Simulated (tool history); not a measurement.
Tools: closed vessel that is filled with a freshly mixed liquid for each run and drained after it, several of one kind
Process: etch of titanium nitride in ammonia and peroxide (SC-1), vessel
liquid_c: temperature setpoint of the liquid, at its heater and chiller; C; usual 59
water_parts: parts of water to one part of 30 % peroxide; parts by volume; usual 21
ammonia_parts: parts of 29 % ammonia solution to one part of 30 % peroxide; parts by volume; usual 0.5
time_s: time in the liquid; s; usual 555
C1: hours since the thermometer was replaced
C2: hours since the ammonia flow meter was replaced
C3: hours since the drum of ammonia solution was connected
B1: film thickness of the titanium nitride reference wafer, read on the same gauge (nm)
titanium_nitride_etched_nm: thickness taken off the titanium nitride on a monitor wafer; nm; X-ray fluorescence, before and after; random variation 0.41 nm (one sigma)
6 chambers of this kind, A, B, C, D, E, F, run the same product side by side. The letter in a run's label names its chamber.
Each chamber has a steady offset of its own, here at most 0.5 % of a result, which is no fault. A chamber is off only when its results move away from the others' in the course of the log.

-- hour=3.3 chamber C: ammonia flow meter replaced
run 1D hour=6.6 | liquid_c=59 water_parts=21 ammonia_parts=0.5 time_s=555 | C1=280.1 C2=297.3 C3=279.5 | B1=79.983 | titanium_nitride_etched_nm=46.063
run 2F hour=14.5 | liquid_c=59 water_parts=21 ammonia_parts=0.5 time_s=555 | C1=882.5 C2=73.7 C3=261.2 | B1=79.999 | titanium_nitride_etched_nm=46.172
run 3E hour=18.8 | liquid_c=59 water_parts=21 ammonia_parts=0.5 time_s=555 | C1=677.1 C2=878.8 C3=229.8 | B1=79.997 | titanium_nitride_etched_nm=46.381
run 4A hour=26.7 | liquid_c=59 water_parts=21 ammonia_parts=0.5 time_s=555 | C1=1113.1 C2=1745.8 C3=250.1 | B1=79.985 | titanium_nitride_etched_nm=46.112
run 5C hour=32.2 | liquid_c=59 water_parts=21 ammonia_parts=0.5 time_s=555 | C1=1573.9 C2=28.9 C3=326.7 | B1=80.008 | titanium_nitride_etched_nm=46.609
run 6B hour=36.5 | liquid_c=59 water_parts=21 ammonia_parts=0.5 time_s=555 | C1=795.3 C2=274.9 C3=108.4 | B1=80.001 | titanium_nitride_etched_nm=46.285
run 7E hour=43.4 | liquid_c=59 water_parts=13.5 ammonia_parts=0.6 time_s=555 | C1=701.7 C2=903.4 C3=254.4 | B1=80.001 | titanium_nitride_etched_nm=60.562
run 8F hour=52.4 | liquid_c=59 water_parts=13.5 ammonia_parts=0.6 time_s=555 | C1=920.4 C2=111.6 C3=299.1 | B1=80.011 | titanium_nitride_etched_nm=61.544
run 9C hour=60.4 | liquid_c=59 water_parts=13.5 ammonia_parts=0.6 time_s=555 | C1=1602.1 C2=57.1 C3=354.9 | B1=79.973 | titanium_nitride_etched_nm=61.158
run 10A hour=66.2 | liquid_c=59 water_parts=13.5 ammonia_parts=0.6 time_s=555 | C1=1152.6 C2=1785.3 C3=289.6 | B1=79.974 | titanium_nitride_etched_nm=61.067
run 11B hour=72.9 | liquid_c=59 water_parts=13.5 ammonia_parts=0.6 time_s=555 | C1=831.7 C2=311.3 C3=144.8 | B1=79.989 | titanium_nitride_etched_nm=61.29
run 12D hour=79.5 | liquid_c=59 water_parts=13.5 ammonia_parts=0.6 time_s=555 | C1=353 C2=370.2 C3=352.4 | B1=80.009 | titanium_nitride_etched_nm=60.809
run 13F hour=87.5 | liquid_c=59 water_parts=21 ammonia_parts=0.5 time_s=555 | C1=955.5 C2=146.7 C3=334.2 | B1=79.981 | titanium_nitride_etched_nm=46.71
run 14E hour=92.8 | liquid_c=64 water_parts=21 ammonia_parts=0.6 time_s=555 | C1=751.1 C2=952.8 C3=303.8 | B1=79.992 | titanium_nitride_etched_nm=66.461
run 15D hour=99 | liquid_c=64 water_parts=21 ammonia_parts=0.6 time_s=555 | C1=372.5 C2=389.7 C3=371.9 | B1=80.031 | titanium_nitride_etched_nm=66.301
run 16A hour=105 | liquid_c=64 water_parts=21 ammonia_parts=0.6 time_s=555 | C1=1191.4 C2=1824.1 C3=328.4 | B1=79.964 | titanium_nitride_etched_nm=65.915
run 17B hour=114.1 | liquid_c=64 water_parts=21 ammonia_parts=0.6 time_s=555 | C1=872.9 C2=352.5 C3=186 | B1=79.997 | titanium_nitride_etched_nm=65.848
run 18C hour=121 | liquid_c=64 water_parts=21 ammonia_parts=0.6 time_s=555 | C1=1662.7 C2=117.7 C3=415.5 | B1=79.977 | titanium_nitride_etched_nm=65.416
run 19C hour=125.3 | liquid_c=64 water_parts=21 ammonia_parts=0.6 time_s=555 | C1=1667 C2=122 C3=419.8 | B1=79.976 | titanium_nitride_etched_nm=65.969
-- hour=128.3 chamber C: new drum of ammonia solution connected
run 20D hour=134 | liquid_c=59 water_parts=21 ammonia_parts=0.5 time_s=555 | C1=407.5 C2=424.7 C3=406.9 | B1=80.038 | titanium_nitride_etched_nm=46.814
-- hour=142.4 chamber A: thermometer replaced
run 21A hour=142.5 | liquid_c=59 water_parts=21 ammonia_parts=0.5 time_s=555 | C1=0.2 C2=1861.6 C3=365.9 | B1=80 | titanium_nitride_etched_nm=46.645
run 22F hour=148.8 | liquid_c=59 water_parts=21 ammonia_parts=0.5 time_s=555 | C1=1016.8 C2=208 C3=395.5 | B1=80.032 | titanium_nitride_etched_nm=46.782
run 23E hour=153.7 | liquid_c=59 water_parts=21 ammonia_parts=0.5 time_s=555 | C1=812 C2=1013.7 C3=364.7 | B1=80.014 | titanium_nitride_etched_nm=46.892
run 24B hour=160.8 | liquid_c=59 water_parts=21 ammonia_parts=0.5 time_s=555 | C1=919.6 C2=399.2 C3=232.7 | B1=80.012 | titanium_nitride_etched_nm=44.307
run 25F hour=165.6 | liquid_c=59 water_parts=21 ammonia_parts=0.5 time_s=555 | C1=1033.6 C2=224.8 C3=412.3 | B1=80.027 | titanium_nitride_etched_nm=45.929
run 26C hour=173.6 | liquid_c=66.5 water_parts=21 ammonia_parts=0.5 time_s=555 | C1=1715.3 C2=170.3 C3=45.4 | B1=79.967 | titanium_nitride_etched_nm=75.39
run 27B hour=182.1 | liquid_c=66.5 water_parts=21 ammonia_parts=0.5 time_s=555 | C1=940.9 C2=420.5 C3=254 | B1=79.985 | titanium_nitride_etched_nm=70.802
run 28D hour=188.5 | liquid_c=66.5 water_parts=21 ammonia_parts=0.5 time_s=555 | C1=462 C2=479.2 C3=461.4 | B1=79.993 | titanium_nitride_etched_nm=74.991
run 29A hour=194.3 | liquid_c=66.5 water_parts=21 ammonia_parts=0.5 time_s=555 | C1=52 C2=1913.4 C3=417.7 | B1=79.978 | titanium_nitride_etched_nm=75.167
run 30E hour=201.6 | liquid_c=66.5 water_parts=21 ammonia_parts=0.5 time_s=555 | C1=859.9 C2=1061.6 C3=412.6 | B1=80.035 | titanium_nitride_etched_nm=74.658
run 31B hour=209.5 | liquid_c=66.5 water_parts=21 ammonia_parts=0.5 time_s=555 | C1=968.3 C2=447.9 C3=281.4 | B1=80.047 | titanium_nitride_etched_nm=70.971
run 32C hour=213.7 | liquid_c=59 water_parts=21 ammonia_parts=0.5 time_s=555 | C1=1755.4 C2=210.4 C3=85.5 | B1=80.025 | titanium_nitride_etched_nm=46.717
run 33D hour=222.6 | liquid_c=59 water_parts=21 ammonia_parts=0.5 time_s=555 | C1=496.1 C2=513.3 C3=495.5 | B1=80.008 | titanium_nitride_etched_nm=46.768
-- hour=228.6 chamber B: new drum of ammonia solution connected
run 34F hour=230.4 | liquid_c=59 water_parts=21 ammonia_parts=0.5 time_s=555 | C1=1098.4 C2=289.6 C3=477.1 | B1=79.957 | titanium_nitride_etched_nm=46.392
run 35A hour=238.1 | liquid_c=59 water_parts=21 ammonia_parts=0.5 time_s=555 | C1=95.8 C2=1957.2 C3=461.5 | B1=80.021 | titanium_nitride_etched_nm=47.046
run 36E hour=242.7 | liquid_c=59 water_parts=21 ammonia_parts=0.5 time_s=555 | C1=901 C2=1102.7 C3=453.7 | B1=79.979 | titanium_nitride_etched_nm=45.594
-- hour=244.4 chamber A: ammonia flow meter replaced
run 37E hour=251.2 | liquid_c=59 water_parts=21 ammonia_parts=0.5 time_s=555 | C1=909.5 C2=1111.2 C3=462.2 | B1=80.01 | titanium_nitride_etched_nm=46.542
run 38F hour=255.7 | liquid_c=59 water_parts=21 ammonia_parts=0.5 time_s=555 | C1=1123.7 C2=314.9 C3=502.4 | B1=79.986 | titanium_nitride_etched_nm=46.518
run 39D hour=260.2 | liquid_c=59 water_parts=21 ammonia_parts=0.5 time_s=555 | C1=533.7 C2=550.9 C3=533.1 | B1=80.015 | titanium_nitride_etched_nm=46.007
run 40C hour=268.4 | liquid_c=59 water_parts=21 ammonia_parts=0.5 time_s=555 | C1=1810.1 C2=265.1 C3=140.2 | B1=80.013 | titanium_nitride_etched_nm=46.826
run 41A hour=276.9 | liquid_c=59 water_parts=21 ammonia_parts=0.5 time_s=555 | C1=134.6 C2=32.5 C3=500.3 | B1=79.975 | titanium_nitride_etched_nm=46.512
run 42B hour=281.5 | liquid_c=59 water_parts=21 ammonia_parts=0.65 time_s=555 | C1=1040.3 C2=519.9 C3=52.9 | B1=79.978 | titanium_nitride_etched_nm=44.079
run 43E hour=290 | liquid_c=59 water_parts=21 ammonia_parts=0.65 time_s=555 | C1=948.3 C2=1150 C3=501 | B1=80.022 | titanium_nitride_etched_nm=48.862
run 44D hour=297.2 | liquid_c=59 water_parts=21 ammonia_parts=0.65 time_s=555 | C1=570.7 C2=587.9 C3=570.1 | B1=79.999 | titanium_nitride_etched_nm=48.833

What goes on in this fleet: one chamber off, a drifting gauge, or nothing beyond the chambers' own small offsets? Name the chamber and the cause, if any.

Chamber B drifts away from the others.
Cause: liquid colder than its thermometer reads (K) = 1.89.

Here are 4 candidates for chamber B's next run, each the usual settings with a change, their results left as question marks. Which one brings its results back in line with what the others give on the usual settings?
In line means no further than this from the other chambers' mean on the usual settings: titanium_nitride_etched_nm 1.4 nm
run 45B-1 hour=303.7 | liquid_c=60.5 water_parts=20.5 ammonia_parts=0.5 time_s=555 | titanium_nitride_etched_nm=?
run 45B-2 hour=303.7 | liquid_c=55.5 water_parts=21 ammonia_parts=0.5 time_s=555 | titanium_nitride_etched_nm=?
run 45B-3 hour=303.7 | liquid_c=58 water_parts=21.5 ammonia_parts=0.5 time_s=530 | titanium_nitride_etched_nm=?
run 45B-4 hour=303.7 | liquid_c=61 water_parts=21 ammonia_parts=0.5 time_s=610 | titanium_nitride_etched_nm=?

The other chambers' mean on the usual settings: titanium_nitride_etched_nm 46.525 nm
run=45B-1 titanium_nitride_etched_nm=45.909
run=45B-2 titanium_nitride_etched_nm=32.311
run=45B-3 titanium_nitride_etched_nm=36.081
run=45B-4 titanium_nitride_etched_nm=51.446
45B-1 brings the chamber back in line.
